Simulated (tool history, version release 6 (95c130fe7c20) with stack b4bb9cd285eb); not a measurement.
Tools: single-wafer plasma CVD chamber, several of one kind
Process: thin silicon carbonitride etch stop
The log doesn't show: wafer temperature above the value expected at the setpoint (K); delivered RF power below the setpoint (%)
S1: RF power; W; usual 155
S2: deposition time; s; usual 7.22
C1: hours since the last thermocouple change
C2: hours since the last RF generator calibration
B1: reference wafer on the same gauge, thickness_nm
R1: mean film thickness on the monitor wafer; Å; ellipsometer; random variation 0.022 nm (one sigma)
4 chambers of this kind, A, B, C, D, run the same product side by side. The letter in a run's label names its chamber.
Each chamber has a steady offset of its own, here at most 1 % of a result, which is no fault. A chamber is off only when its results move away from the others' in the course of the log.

run,hour,S1,S2,C1,C2,B1,R1
1C,9.8,155,7.22,106.1,1024.5,4.5163,38.35
2A,15.7,155,7.22,2157.2,359.7,4.5185,38.123
3B,26,155,7.22,757.4,1215.4,4.5178,38.313
4D,32.9,155,7.22,2078,1923.2,4.5228,38.248
5A,43,155,7.22,2184.5,387,4.5222,38.404
6B,54.5,155,7.22,785.9,1243.9,4.5215,38.259
7D,62.2,155,7.22,2107.3,1952.5,4.5224,38.154
8C,68.5,125,8.4,164.8,1083.2,4.5199,41.107
9A,78.4,125,8.4,2219.9,422.4,4.5176,41.553
10B,85.2,125,8.4,816.6,1274.6,4.52,42.004
11C,96.9,125,8.4,193.2,1111.6,4.5251,41.509
12D,108.6,155,7.22,2153.7,1998.9,4.5144,38.088
13A,117.2,155,7.22,2258.7,461.2,4.5182,37.873
14B,122.8,155,7.22,854.2,1312.2,4.5211,38.275
15C,130.4,130,8.01,226.7,1145.1,4.5175,39.824
16D,135.8,130,8.01,2180.9,2026.1,4.5215,40.287
17D,147.7,130,8.01,2192.8,2038,4.5233,40.243
18C,155.5,130,8.01,251.8,1170.2,4.5172,40.024
# hour 159.8: chamber D: thermocouple changed; heater temperature recalibrated
19B,161.2,155,7.22,892.6,1350.6,4.5173,38.884
20A,172.7,155,7.22,2314.2,516.7,4.5272,38.001
21A,181.1,155,7.22,2322.6,525.1,4.5227,38.046
22D,190,155,7.22,30.3,2080.3,4.5209,37.918
# hour 198.4: chamber D: RF generator calibrated
23C,198.6,155,7.22,294.9,1213.3,4.5207,37.666
24B,207,155,7.22,938.4,1396.4,4.5214,38.646
25A,213.3,135,7.83,2354.8,557.3,4.5194,39.549
26D,222.1,135,7.83,62.4,23.8,4.5234,39.961
27B,232.3,135,7.83,963.7,1421.7,4.5233,40.062
28C,243.7,135,7.83,340,1258.4,4.5249,39.697
29A,251.4,155,7.22,2392.9,595.4,4.5244,38.12
30B,260.8,130,8.29,992.2,1450.2,4.5235,41.474
31D,272.2,130,8.29,112.5,73.9,4.5203,41.675
32C,283.8,130,8.29,380.1,1298.5,4.5197,41.218
33D,289.2,130,8.29,129.5,90.9,4.5223,41.711

Is one chamber off against the others, does the gauge drift, or is nothing wrong? If a chamber is off, say which, and what the likeliest cause is.

No chamber stands off beyond its own small offset, and the gauge holds steady.
